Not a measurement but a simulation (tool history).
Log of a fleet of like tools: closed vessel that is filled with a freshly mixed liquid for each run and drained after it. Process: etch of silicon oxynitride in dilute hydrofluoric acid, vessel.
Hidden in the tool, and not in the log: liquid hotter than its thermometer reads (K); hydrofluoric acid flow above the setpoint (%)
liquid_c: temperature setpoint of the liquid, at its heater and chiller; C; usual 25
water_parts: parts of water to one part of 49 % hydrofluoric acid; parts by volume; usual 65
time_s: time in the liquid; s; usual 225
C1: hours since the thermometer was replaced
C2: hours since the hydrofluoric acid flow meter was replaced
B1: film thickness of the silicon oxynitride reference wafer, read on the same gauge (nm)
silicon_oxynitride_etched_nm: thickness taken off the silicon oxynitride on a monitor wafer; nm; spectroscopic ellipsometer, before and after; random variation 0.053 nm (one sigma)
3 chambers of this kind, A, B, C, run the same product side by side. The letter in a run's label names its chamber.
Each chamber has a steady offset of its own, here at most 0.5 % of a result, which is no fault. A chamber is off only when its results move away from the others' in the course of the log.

Run 1B, hour 7.9: usual settings; C1 1615.5; C2 727.7; B1 110.01. Result: silicon_oxynitride_etched_nm 8.4789 nm.
At hour 14.2: chamber B: thermometer replaced.
Run 2C, hour 20: usual settings; C1 2764; C2 292; B1 110. Result: silicon_oxynitride_etched_nm 8.5044 nm.
Run 3A, hour 28.8: usual settings; C1 1835.7; C2 783; B1 110.02. Result: silicon_oxynitride_etched_nm 8.5672 nm.
Run 4B, hour 41: usual settings; C1 26.8; C2 760.8; B1 110.01. Result: silicon_oxynitride_etched_nm 8.5117 nm.
Run 5A, hour 48.9: usual settings; C1 1855.8; C2 803.1; B1 110. Result: silicon_oxynitride_etched_nm 8.5066 nm.
Run 6C, hour 59.2: usual settings; C1 2803.2; C2 331.2; B1 110.02. Result: silicon_oxynitride_etched_nm 8.5008 nm.
Run 7C, hour 70.7: usual settings but water_parts 80 parts by volume, time_s 105 s; C1 2814.7; C2 342.7; B1 110. Result: silicon_oxynitride_etched_nm 3.1901 nm.
Run 8B, hour 78.5: usual settings but water_parts 80 parts by volume, time_s 105 s; C1 64.3; C2 798.3; B1 110. Result: silicon_oxynitride_etched_nm 3.176 nm.
Run 9A, hour 92.5: usual settings but water_parts 80 parts by volume, time_s 105 s; C1 1899.4; C2 846.7; B1 110.02. Result: silicon_oxynitride_etched_nm 3.187 nm.
Run 10A, hour 105.5: usual settings; C1 1912.4; C2 859.7; B1 110.01. Result: silicon_oxynitride_etched_nm 8.5377 nm.
Run 11C, hour 118.7: usual settings but water_parts 50 parts by volume; C1 2862.7; C2 390.7; B1 109.98. Result: silicon_oxynitride_etched_nm 11.264 nm.
Run 12B, hour 129.4: usual settings but water_parts 50 parts by volume; C1 115.2; C2 849.2; B1 110.03. Result: silicon_oxynitride_etched_nm 11.319 nm.
Run 13C, hour 139.3: usual settings but water_parts 50 parts by volume; C1 2883.3; C2 411.3; B1 110. Result: silicon_oxynitride_etched_nm 11.31 nm.
Run 14B, hour 150.9: usual settings; C1 136.7; C2 870.7; B1 109.97. Result: silicon_oxynitride_etched_nm 8.5797 nm.
Run 15A, hour 161.2: usual settings; C1 1968.1; C2 915.4; B1 110.01. Result: silicon_oxynitride_etched_nm 8.5431 nm.
Run 16A, hour 173: usual settings; C1 1979.9; C2 927.2; B1 109.97. Result: silicon_oxynitride_etched_nm 8.494 nm.
At hour 175.3: chamber C: thermometer replaced.
Run 17C, hour 187.5: usual settings but time_s 330 s; C1 12.2; C2 459.5; B1 110.01. Result: silicon_oxynitride_etched_nm 12.418 nm.
Run 18B, hour 201.9: usual settings but time_s 330 s; C1 187.7; C2 921.7; B1 109.98. Result: silicon_oxynitride_etched_nm 12.55 nm.
Run 19A, hour 216.2: usual settings but time_s 330 s; C1 2023.1; C2 970.4; B1 110.02. Result: silicon_oxynitride_etched_nm 12.482 nm.
Run 20C, hour 228.4: usual settings; C1 53.1; C2 500.4; B1 110.02. Result: silicon_oxynitride_etched_nm 8.5029 nm.
Run 21B, hour 243: usual settings; C1 228.8; C2 962.8; B1 110.01. Result: silicon_oxynitride_etched_nm 8.4214 nm.
Run 22C, hour 253.6: usual settings; C1 78.3; C2 525.6; B1 110.01. Result: silicon_oxynitride_etched_nm 8.5126 nm.
Run 23B, hour 262.4: usual settings; C1 248.2; C2 982.2; B1 109.99. Result: silicon_oxynitride_etched_nm 8.4612 nm.
Run 24A, hour 269.1: usual settings; C1 2076; C2 1023.3; B1 110. Result: silicon_oxynitride_etched_nm 8.5232 nm.
Run 25C, hour 277.9: usual settings; C1 102.6; C2 549.9; B1 110. Result: silicon_oxynitride_etched_nm 8.5768 nm.
Run 26B, hour 286: usual settings; C1 271.8; C2 1005.8; B1 109.99. Result: silicon_oxynitride_etched_nm 8.5213 nm.
Run 27A, hour 293.4: usual settings; C1 2100.3; C2 1047.6; B1 110. Result: silicon_oxynitride_etched_nm 8.5627 nm.
Run 28C, hour 301: usual settings; C1 125.7; C2 573; B1 109.97. Result: silicon_oxynitride_etched_nm 8.47 nm.
Run 29A, hour 314.7: usual settings; C1 2121.6; C2 1068.9; B1 110. Result: silicon_oxynitride_etched_nm 8.5913 nm.
At hour 318.7: chamber C: hydrofluoric acid flow meter replaced.
At hour 320.3: chamber A: thermometer replaced.
Run 30B, hour 327.3: usual settings; C1 313.1; C2 1047.1; B1 110.04. Result: silicon_oxynitride_etched_nm 8.4831 nm.
Run 31B, hour 338.8: usual settings; C1 324.6; C2 1058.6; B1 110.01. Result: silicon_oxynitride_etched_nm 8.5696 nm.
Run 32C, hour 349.3: usual settings; C1 174; C2 30.6; B1 110. Result: silicon_oxynitride_etched_nm 8.4411 nm.
Run 33A, hour 356.7: usual settings but liquid_c 27.5 C, time_s 180 s; C1 36.5; C2 1110.9; B1 109.95. Result: silicon_oxynitride_etched_nm 7.7264 nm.
Run 34B, hour 363.1: usual settings but liquid_c 27.5 C, time_s 180 s; C1 348.9; C2 1082.9; B1 109.98. Result: silicon_oxynitride_etched_nm 7.7508 nm.
Run 35C, hour 377.2: usual settings but liquid_c 27.5 C, time_s 180 s; C1 201.9; C2 58.5; B1 109.97. Result: silicon_oxynitride_etched_nm 7.5656 nm.
Run 36A, hour 389.3: usual settings but water_parts 50 parts by volume, time_s 350 s; C1 69.1; C2 1143.5; B1 109.98. Result: silicon_oxynitride_etched_nm 17.353 nm.

Next, every chamber runs the same settings. What will each give?
Run 37A, hour 399.9: usual settings but time_s 100 s. Result: silicon_oxynitride_etched_nm ?.
Run 37B, hour 399.9: usual settings but time_s 100 s. Result: silicon_oxynitride_etched_nm ?.
Run 37C, hour 399.9: usual settings but time_s 100 s. Result: silicon_oxynitride_etched_nm ?.

run  silicon_oxynitride_etched_nm
37A                        3.7705
37B                        3.7598
37C                         3.767

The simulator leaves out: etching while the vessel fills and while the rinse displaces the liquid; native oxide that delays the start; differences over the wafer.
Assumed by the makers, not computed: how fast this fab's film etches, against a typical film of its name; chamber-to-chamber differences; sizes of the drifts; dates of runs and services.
